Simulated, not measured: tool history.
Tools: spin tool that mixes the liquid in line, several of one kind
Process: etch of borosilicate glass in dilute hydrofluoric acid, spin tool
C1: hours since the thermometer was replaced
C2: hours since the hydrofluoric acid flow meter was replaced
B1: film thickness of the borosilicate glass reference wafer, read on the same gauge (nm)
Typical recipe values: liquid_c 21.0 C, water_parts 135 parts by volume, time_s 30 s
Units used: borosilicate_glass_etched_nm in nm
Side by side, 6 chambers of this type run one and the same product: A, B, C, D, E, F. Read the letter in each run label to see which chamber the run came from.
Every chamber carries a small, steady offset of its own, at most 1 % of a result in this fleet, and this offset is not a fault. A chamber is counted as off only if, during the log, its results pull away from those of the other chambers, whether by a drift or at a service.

Run 1C, hour 6.7: usual settings; C1 124.1; C2 180.1; B1 100.000. Result: borosilicate_glass_etched_nm 8.4675 nm.
Run 2A, hour 13.9: usual settings; C1 115.9; C2 279.6; B1 99.998. Result: borosilicate_glass_etched_nm 8.4567 nm.
Run 3D, hour 18.1: usual settings; C1 69.2; C2 353.8; B1 100.020. Result: borosilicate_glass_etched_nm 8.3431 nm.
Run 4B, hour 26.5: usual settings; C1 832.8; C2 1261.4; B1 100.010. Result: borosilicate_glass_etched_nm 8.4563 nm.
Run 5F, hour 34.8: usual settings; C1 1591.1; C2 361.7; B1 100.010. Result: borosilicate_glass_etched_nm 8.4740 nm.
Run 6E, hour 39.4: usual settings; C1 112.7; C2 930.6; B1 100.030. Result: borosilicate_glass_etched_nm 8.4626 nm.
Run 7E, hour 43.7: usual settings; C1 117.0; C2 934.9; B1 100.010. Result: borosilicate_glass_etched_nm 8.4760 nm.
Run 8B, hour 50.0: usual settings; C1 856.3; C2 1284.9; B1 99.989. Result: borosilicate_glass_etched_nm 8.4868 nm.
Run 9A, hour 56.8: usual settings; C1 158.8; C2 322.5; B1 100.040. Result: borosilicate_glass_etched_nm 8.4907 nm.
Run 10C, hour 62.7: usual settings; C1 180.1; C2 236.1; B1 99.978. Result: borosilicate_glass_etched_nm 8.4435 nm.
Run 11F, hour 71.0: usual settings; C1 1627.3; C2 397.9; B1 100.010. Result: borosilicate_glass_etched_nm 8.3965 nm.
Run 12D, hour 79.1: usual settings; C1 130.2; C2 414.8; B1 99.997. Result: borosilicate_glass_etched_nm 8.3708 nm.
Run 13D, hour 87.0: usual settings but water_parts 110 parts by volume; C1 138.1; C2 422.7; B1 99.995. Result: borosilicate_glass_etched_nm 10.6050 nm.
Run 14E, hour 94.3: usual settings but water_parts 110 parts by volume; C1 167.6; C2 985.5; B1 100.000. Result: borosilicate_glass_etched_nm 10.5710 nm.
Run 15B, hour 99.2: usual settings but water_parts 110 parts by volume; C1 905.5; C2 1334.1; B1 99.973. Result: borosilicate_glass_etched_nm 10.6460 nm.
Run 16C, hour 106.3: usual settings but water_parts 110 parts by volume; C1 223.7; C2 279.7; B1 99.996. Result: borosilicate_glass_etched_nm 10.7170 nm.
Run 17A, hour 110.9: usual settings but water_parts 110 parts by volume; C1 212.9; C2 376.6; B1 100.030. Result: borosilicate_glass_etched_nm 10.7520 nm.
Run 18F, hour 117.4: usual settings but water_parts 110 parts by volume; C1 1673.7; C2 444.3; B1 99.952. Result: borosilicate_glass_etched_nm 10.5830 nm.
Run 19F, hour 124.5: usual settings; C1 1680.8; C2 451.4; B1 99.982. Result: borosilicate_glass_etched_nm 8.4143 nm.
At hour 128.1: chamber F: thermometer replaced.
Run 20B, hour 128.5: usual settings; C1 934.8; C2 1363.4; B1 100.020. Result: borosilicate_glass_etched_nm 8.4753 nm.
Run 21C, hour 135.8: usual settings; C1 253.2; C2 309.2; B1 99.988. Result: borosilicate_glass_etched_nm 8.4310 nm.
Run 22E, hour 141.8: usual settings; C1 215.1; C2 1033.0; B1 99.981. Result: borosilicate_glass_etched_nm 8.5357 nm.
Run 23A, hour 145.6: usual settings; C1 247.6; C2 411.3; B1 100.010. Result: borosilicate_glass_etched_nm 8.4635 nm.
Run 24D, hour 151.5: usual settings; C1 202.6; C2 487.2; B1 99.976. Result: borosilicate_glass_etched_nm 8.4016 nm.
Run 25C, hour 158.2: usual settings; C1 275.6; C2 331.6; B1 100.020. Result: borosilicate_glass_etched_nm 8.4325 nm.
Run 26E, hour 162.1: usual settings; C1 235.4; C2 1053.3; B1 100.020. Result: borosilicate_glass_etched_nm 8.4537 nm.
Run 27B, hour 169.6: usual settings; C1 975.9; C2 1404.5; B1 100.040. Result: borosilicate_glass_etched_nm 8.4508 nm.
Run 28A, hour 176.9: usual settings; C1 278.9; C2 442.6; B1 100.040. Result: borosilicate_glass_etched_nm 8.4139 nm.
Run 29D, hour 181.4: usual settings; C1 232.5; C2 517.1; B1 100.020. Result: borosilicate_glass_etched_nm 8.3881 nm.
At hour 185.0: chamber F: hydrofluoric acid flow meter replaced.
Run 30F, hour 189.0: usual settings; C1 61.0; C2 4.1; B1 100.000. Result: borosilicate_glass_etched_nm 8.4410 nm.
Run 31E, hour 192.7: usual settings; C1 266.0; C2 1083.9; B1 99.985. Result: borosilicate_glass_etched_nm 8.4235 nm.
Run 32A, hour 201.1: usual settings; C1 303.1; C2 466.8; B1 99.986. Result: borosilicate_glass_etched_nm 8.4355 nm.
Run 33F, hour 207.6: usual settings; C1 79.6; C2 22.7; B1 99.971. Result: borosilicate_glass_etched_nm 8.3691 nm.
Run 34D, hour 214.2: usual settings but water_parts 110 parts by volume, time_s 20 s; C1 265.3; C2 549.9; B1 99.976. Result: borosilicate_glass_etched_nm 7.0448 nm.
Run 35B, hour 218.6: usual settings but water_parts 110 parts by volume, time_s 20 s; C1 1024.9; C2 1453.5; B1 100.010. Result: borosilicate_glass_etched_nm 7.0986 nm.
Run 36C, hour 224.4: usual settings but water_parts 110 parts by volume, time_s 20 s; C1 341.8; C2 397.8; B1 100.010. Result: borosilicate_glass_etched_nm 7.1223 nm.

Each of the 6 chambers runs these same settings next. Fill in every chamber's results:
Run 37A, hour 230.5: usual settings but liquid_c 24.5 C. Result: borosilicate_glass_etched_nm ?.
Run 37B, hour 230.5: usual settings but liquid_c 24.5 C. Result: borosilicate_glass_etched_nm ?.
Run 37C, hour 230.5: usual settings but liquid_c 24.5 C. Result: borosilicate_glass_etched_nm ?.
Run 37D, hour 230.5: usual settings but liquid_c 24.5 C. Result: borosilicate_glass_etched_nm ?.
Run 37E, hour 230.5: usual settings but liquid_c 24.5 C. Result: borosilicate_glass_etched_nm ?.
Run 37F, hour 230.5: usual settings but liquid_c 24.5 C. Result: borosilicate_glass_etched_nm ?.

run  borosilicate_glass_etched_nm
37A                        9.7103
37B                        9.7167
37C                        9.6747
37D                        9.6707
37E                        9.6991
37F                        9.6221
